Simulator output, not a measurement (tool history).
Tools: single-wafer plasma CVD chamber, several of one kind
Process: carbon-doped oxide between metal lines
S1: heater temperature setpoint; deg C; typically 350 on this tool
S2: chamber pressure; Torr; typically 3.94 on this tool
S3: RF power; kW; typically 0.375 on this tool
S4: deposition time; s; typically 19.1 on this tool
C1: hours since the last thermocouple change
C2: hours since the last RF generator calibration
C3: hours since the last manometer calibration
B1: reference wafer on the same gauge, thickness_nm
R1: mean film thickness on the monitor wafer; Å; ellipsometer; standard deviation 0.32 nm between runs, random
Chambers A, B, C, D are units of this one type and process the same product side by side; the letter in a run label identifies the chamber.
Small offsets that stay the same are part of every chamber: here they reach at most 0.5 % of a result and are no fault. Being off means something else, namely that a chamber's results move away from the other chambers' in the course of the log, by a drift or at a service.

run   hour   S1    S2     S3    S4      C1      C2      C3      B1      R1
 1A    5.6  350  3.94  0.375  19.1   177.3   413.0  1657.9  70.880  765.54
 2D   14.6  350  3.94  0.375  19.1   917.9   948.5  1808.2  70.907  774.50
 3C   20.7  350  3.94  0.375  19.1  1151.1  1253.2  2586.5  70.891  765.33
 4B   26.1  350  3.94  0.375  19.1   214.0  1508.4   444.6  70.878  781.61
 5C   33.4  350  3.94  0.375  19.1  1163.8  1265.9  2599.2  70.888  769.60
 6B   37.3  350  3.94  0.375  19.1   225.2  1519.6   455.8  70.771  765.00
 7A   44.6  350  3.94  0.375  19.1   216.3   452.0  1696.9  70.908  770.87
 8D   50.3  357  3.94  0.375  17.8   953.6   984.2  1843.9  70.801  711.14
 9B   58.7  357  3.94  0.375  17.8   246.6  1541.0   477.2  70.919  702.16
10C   65.5  357  3.94  0.375  17.8  1195.9  1298.0  2631.3  70.925  705.65
      66.6  -- chamber C: RF generator calibrated
11A   71.0  357  3.94  0.375  17.8   242.7   478.4  1723.3  70.939  705.43
12D   79.9  350  3.94  0.375  19.1   983.2  1013.8  1873.5  70.844  779.35
13A   88.8  350  3.94  0.375  19.1   260.5   496.2  1741.1  70.989  772.56
14B   97.6  350  3.94  0.375  19.1   285.5  1579.9   516.1  70.836  760.71
      99.8  -- chamber A: capacitance manometer re-zeroed and calibrated
15C  105.3  350  3.94  0.375  19.1  1235.7    38.8  2671.1  70.883  769.99
16D  111.1  350  3.94  0.375  19.1  1014.4  1045.0  1904.7  70.936  777.56
17C  119.4  350  3.94  0.375  19.1  1249.8    52.9  2685.2  70.935  771.41
18B  126.6  350  3.94  0.375  19.1   314.5  1608.9   545.1  70.891  755.94
19D  133.7  350  3.94  0.375  19.1  1037.0  1067.6  1927.3  70.813  777.46
20A  141.8  350  3.94  0.375  19.1   313.5   549.2    42.0  70.860  775.25
21A  150.6  350  3.94  0.375  19.1   322.3   558.0    50.8  70.876  773.14
22C  158.7  350  3.94  0.375  19.1  1289.1    92.2  2724.5  70.883  769.54
23D  163.2  350  3.94  0.375  19.1  1066.5  1097.1  1956.8  70.853  776.05
24B  167.8  350  3.94  0.375  19.1   355.7  1650.1   586.3  70.905  744.37
     170.3  -- chamber D: RF generator calibrated
25C  171.9  350  3.94  0.375  19.1  1302.3   105.4  2737.7  70.912  770.59
26D  179.0  350  3.94  0.375  19.1  1082.3     8.7  1972.6  70.918  782.18
27B  184.9  350  3.94  0.375  19.1   372.8  1667.2   603.4  70.941  741.35
28A  191.8  350  3.94  0.375  19.1   363.5   599.2    92.0  70.958  769.04
29A  199.4  350  3.94  0.375  19.1   371.1   606.8    99.6  70.947  769.38
30C  204.8  350  3.94  0.375  19.1  1335.2   138.3  2770.6  70.924  768.28

All 4 chambers run these settings next. Forecast each chamber's results:
31A  211.3  350  2.98  0.375  19.1                   ?
31B  211.3  350  2.98  0.375  19.1                   ?
31C  211.3  350  2.98  0.375  19.1                   ?
31D  211.3  350  2.98  0.375  19.1                   ?

run      R1
31A  748.45
31B  717.65
31C  749.01
31D  755.58

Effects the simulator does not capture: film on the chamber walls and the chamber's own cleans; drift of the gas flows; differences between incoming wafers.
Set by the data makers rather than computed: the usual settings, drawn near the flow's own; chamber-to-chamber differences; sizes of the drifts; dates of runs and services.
